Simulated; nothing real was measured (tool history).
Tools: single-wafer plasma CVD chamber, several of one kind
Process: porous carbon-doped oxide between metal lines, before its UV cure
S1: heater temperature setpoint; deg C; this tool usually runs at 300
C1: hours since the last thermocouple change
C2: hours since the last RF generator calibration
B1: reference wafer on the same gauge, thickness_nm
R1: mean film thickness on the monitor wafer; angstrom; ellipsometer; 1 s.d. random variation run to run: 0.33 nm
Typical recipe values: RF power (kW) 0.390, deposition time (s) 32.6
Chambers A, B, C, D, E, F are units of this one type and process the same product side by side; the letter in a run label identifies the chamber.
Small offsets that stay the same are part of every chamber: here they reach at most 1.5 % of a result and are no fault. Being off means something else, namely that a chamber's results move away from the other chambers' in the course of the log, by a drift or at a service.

{"run": "1C", "hour": 14.9, "S1": 300, "RF power (kW)": 0.39, "deposition time (s)": 32.6, "C1": 51.7, "C2": 392.6, "B1": 147.03, "R1": 1454.1}
{"run": "2F", "hour": 23.0, "S1": 300, "RF power (kW)": 0.39, "deposition time (s)": 32.6, "C1": 608.8, "C2": 1158.6, "B1": 147.08, "R1": 1474.2}
{"run": "3E", "hour": 34.4, "S1": 300, "RF power (kW)": 0.39, "deposition time (s)": 32.6, "C1": 36.7, "C2": 2068.4, "B1": 147.03, "R1": 1462.0}
{"run": "4D", "hour": 48.0, "S1": 300, "RF power (kW)": 0.39, "deposition time (s)": 32.6, "C1": 1457.3, "C2": 238.3, "B1": 146.93, "R1": 1444.4}
{"run": "5B", "hour": 55.5, "S1": 310, "RF power (kW)": 0.39, "deposition time (s)": 32.6, "C1": 460.6, "C2": 1214.6, "B1": 147.1, "R1": 1381.5}
{"run": "6A", "hour": 70.2, "S1": 310, "RF power (kW)": 0.39, "deposition time (s)": 32.6, "C1": 1345.0, "C2": 347.4, "B1": 147.03, "R1": 1379.1}
{"run": "7F", "hour": 82.7, "S1": 310, "RF power (kW)": 0.39, "deposition time (s)": 32.6, "C1": 668.5, "C2": 1218.3, "B1": 147.0, "R1": 1391.6}
{"run": "8D", "hour": 90.1, "S1": 310, "RF power (kW)": 0.39, "deposition time (s)": 32.6, "C1": 1499.4, "C2": 280.4, "B1": 147.0, "R1": 1365.2}
{"run": "9E", "hour": 103.6, "S1": 310, "RF power (kW)": 0.39, "deposition time (s)": 32.6, "C1": 105.9, "C2": 2137.6, "B1": 146.92, "R1": 1376.6}
{"run": "10A", "hour": 110.6, "S1": 310, "RF power (kW)": 0.39, "deposition time (s)": 32.6, "C1": 1385.4, "C2": 387.8, "B1": 146.94, "R1": 1378.9}
{"run": "11B", "hour": 125.1, "S1": 300, "RF power (kW)": 0.39, "deposition time (s)": 32.6, "C1": 530.2, "C2": 1284.2, "B1": 147.05, "R1": 1461.7}
{"hour": 125.5, "done": "chamber D: thermocouple changed; heater temperature recalibrated"}
{"run": "12C", "hour": 140.3, "S1": 300, "RF power (kW)": 0.39, "deposition time (s)": 32.6, "C1": 177.1, "C2": 518.0, "B1": 147.08, "R1": 1458.5}
{"run": "13D", "hour": 149.6, "S1": 300, "RF power (kW)": 0.39, "deposition time (s)": 32.6, "C1": 24.1, "C2": 339.9, "B1": 147.01, "R1": 1445.6}
{"run": "14B", "hour": 161.4, "S1": 300, "RF power (kW)": 0.39, "deposition time (s)": 32.6, "C1": 566.5, "C2": 1320.5, "B1": 147.03, "R1": 1460.9}
{"run": "15F", "hour": 171.3, "S1": 300, "RF power (kW)": 0.435, "deposition time (s)": 32.6, "C1": 757.1, "C2": 1306.9, "B1": 146.94, "R1": 1596.6}
{"run": "16C", "hour": 181.3, "S1": 300, "RF power (kW)": 0.435, "deposition time (s)": 32.6, "C1": 218.1, "C2": 559.0, "B1": 146.98, "R1": 1587.1}
{"hour": 192.7, "done": "chamber E: RF generator calibrated"}
{"run": "17E", "hour": 194.6, "S1": 300, "RF power (kW)": 0.435, "deposition time (s)": 32.6, "C1": 196.9, "C2": 2.0, "B1": 147.05, "R1": 1579.8}
{"run": "18A", "hour": 208.5, "S1": 300, "RF power (kW)": 0.435, "deposition time (s)": 32.6, "C1": 1483.3, "C2": 485.7, "B1": 147.01, "R1": 1588.1}
{"run": "19A", "hour": 217.8, "S1": 300, "RF power (kW)": 0.435, "deposition time (s)": 32.6, "C1": 1492.6, "C2": 495.0, "B1": 146.99, "R1": 1590.5}
{"run": "20B", "hour": 231.5, "S1": 300, "RF power (kW)": 0.435, "deposition time (s)": 32.6, "C1": 636.6, "C2": 1390.6, "B1": 147.02, "R1": 1601.7}
{"run": "21E", "hour": 245.5, "S1": 300, "RF power (kW)": 0.39, "deposition time (s)": 32.6, "C1": 247.8, "C2": 52.9, "B1": 146.99, "R1": 1455.3}
{"hour": 249.7, "done": "chamber F: thermocouple changed; heater temperature recalibrated"}
{"run": "22D", "hour": 260.8, "S1": 300, "RF power (kW)": 0.39, "deposition time (s)": 32.6, "C1": 135.3, "C2": 451.1, "B1": 147.05, "R1": 1442.8}
{"run": "23F", "hour": 270.5, "S1": 300, "RF power (kW)": 0.39, "deposition time (s)": 32.6, "C1": 20.9, "C2": 1406.1, "B1": 146.9, "R1": 1475.4}
{"run": "24C", "hour": 283.0, "S1": 300, "RF power (kW)": 0.39, "deposition time (s)": 32.6, "C1": 319.8, "C2": 660.7, "B1": 147.02, "R1": 1457.6}
{"run": "25B", "hour": 292.1, "S1": 300, "RF power (kW)": 0.39, "deposition time (s)": 32.6, "C1": 697.2, "C2": 1451.2, "B1": 146.95, "R1": 1479.0}
{"run": "26C", "hour": 302.4, "S1": 300, "RF power (kW)": 0.415, "deposition time (s)": 26.2, "C1": 339.2, "C2": 680.1, "B1": 146.97, "R1": 1231.3}
{"run": "27F", "hour": 315.5, "S1": 300, "RF power (kW)": 0.415, "deposition time (s)": 26.2, "C1": 65.9, "C2": 1451.1, "B1": 146.99, "R1": 1246.4}
{"run": "28E", "hour": 328.1, "S1": 300, "RF power (kW)": 0.415, "deposition time (s)": 26.2, "C1": 330.4, "C2": 135.5, "B1": 146.98, "R1": 1237.0}
{"run": "29D", "hour": 342.9, "S1": 300, "RF power (kW)": 0.415, "deposition time (s)": 26.2, "C1": 217.4, "C2": 533.2, "B1": 147.01, "R1": 1223.2}
{"run": "30A", "hour": 357.0, "S1": 300, "RF power (kW)": 0.415, "deposition time (s)": 26.2, "C1": 1631.8, "C2": 634.2, "B1": 146.98, "R1": 1241.6}
{"run": "31F", "hour": 368.3, "S1": 300, "RF power (kW)": 0.415, "deposition time (s)": 26.2, "C1": 118.7, "C2": 1503.9, "B1": 147.09, "R1": 1249.2}
{"run": "32D", "hour": 375.3, "S1": 300, "RF power (kW)": 0.39, "deposition time (s)": 32.6, "C1": 249.8, "C2": 565.6, "B1": 147.04, "R1": 1443.6}
{"run": "33E", "hour": 389.0, "S1": 300, "RF power (kW)": 0.39, "deposition time (s)": 32.6, "C1": 391.3, "C2": 196.4, "B1": 147.13, "R1": 1457.2}
{"run": "34B", "hour": 398.2, "S1": 300, "RF power (kW)": 0.39, "deposition time (s)": 32.6, "C1": 803.3, "C2": 1557.3, "B1": 146.98, "R1": 1483.3}
{"run": "35C", "hour": 409.8, "S1": 300, "RF power (kW)": 0.39, "deposition time (s)": 32.6, "C1": 446.6, "C2": 787.5, "B1": 147.0, "R1": 1453.2}
{"run": "36A", "hour": 416.9, "S1": 300, "RF power (kW)": 0.39, "deposition time (s)": 32.6, "C1": 1691.7, "C2": 694.1, "B1": 146.99, "R1": 1464.0}
{"run": "37C", "hour": 425.8, "S1": 300, "RF power (kW)": 0.39, "deposition time (s)": 32.6, "C1": 462.6, "C2": 803.5, "B1": 146.95, "R1": 1461.5}
{"run": "38A", "hour": 435.6, "S1": 300, "RF power (kW)": 0.39, "deposition time (s)": 32.6, "C1": 1710.4, "C2": 712.8, "B1": 146.93, "R1": 1465.5}
{"run": "39E", "hour": 443.8, "S1": 300, "RF power (kW)": 0.39, "deposition time (s)": 32.6, "C1": 446.1, "C2": 251.2, "B1": 146.98, "R1": 1461.9}

Read the log: is a single chamber off, either drifting away or since a service, is the gauge that measures every chamber drifting, or is nothing wrong beyond small per-chamber offsets? Name any odd chamber and what most likely caused it.

It is chamber B that slowly wanders off from its peers.
What lies behind it: wafer temperature below the value expected at the setpoint (K) = 3.24.

Which of the 4 candidates below, each the usual settings with something changed and its results left as question marks, puts chamber B back in line with what the other chambers give on the usual settings?
In-line tolerance around the mean of the other chambers on the usual settings: R1 12.0 angstrom
{"run": "40B-1", "hour": 455.5, "S1": 300, "RF power (kW)": 0.39, "deposition time (s)": 32.0, "R1": "?"}
{"run": "40B-2", "hour": 455.5, "S1": 294, "RF power (kW)": 0.39, "deposition time (s)": 32.6, "R1": "?"}
{"run": "40B-3", "hour": 455.5, "S1": 301, "RF power (kW)": 0.39, "deposition time (s)": 31.7, "R1": "?"}
{"run": "40B-4", "hour": 455.5, "S1": 300, "RF power (kW)": 0.395, "deposition time (s)": 32.9, "R1": "?"}

The mean the other chambers reach with the usual settings: R1 1457.9 angstrom
run=40B-1 R1=1457.6
run=40B-2 R1=1537.2
run=40B-3 R1=1436.0
run=40B-4 R1=1512.2
Change 40B-1 lands the chamber within the allowed miss of the other chambers.
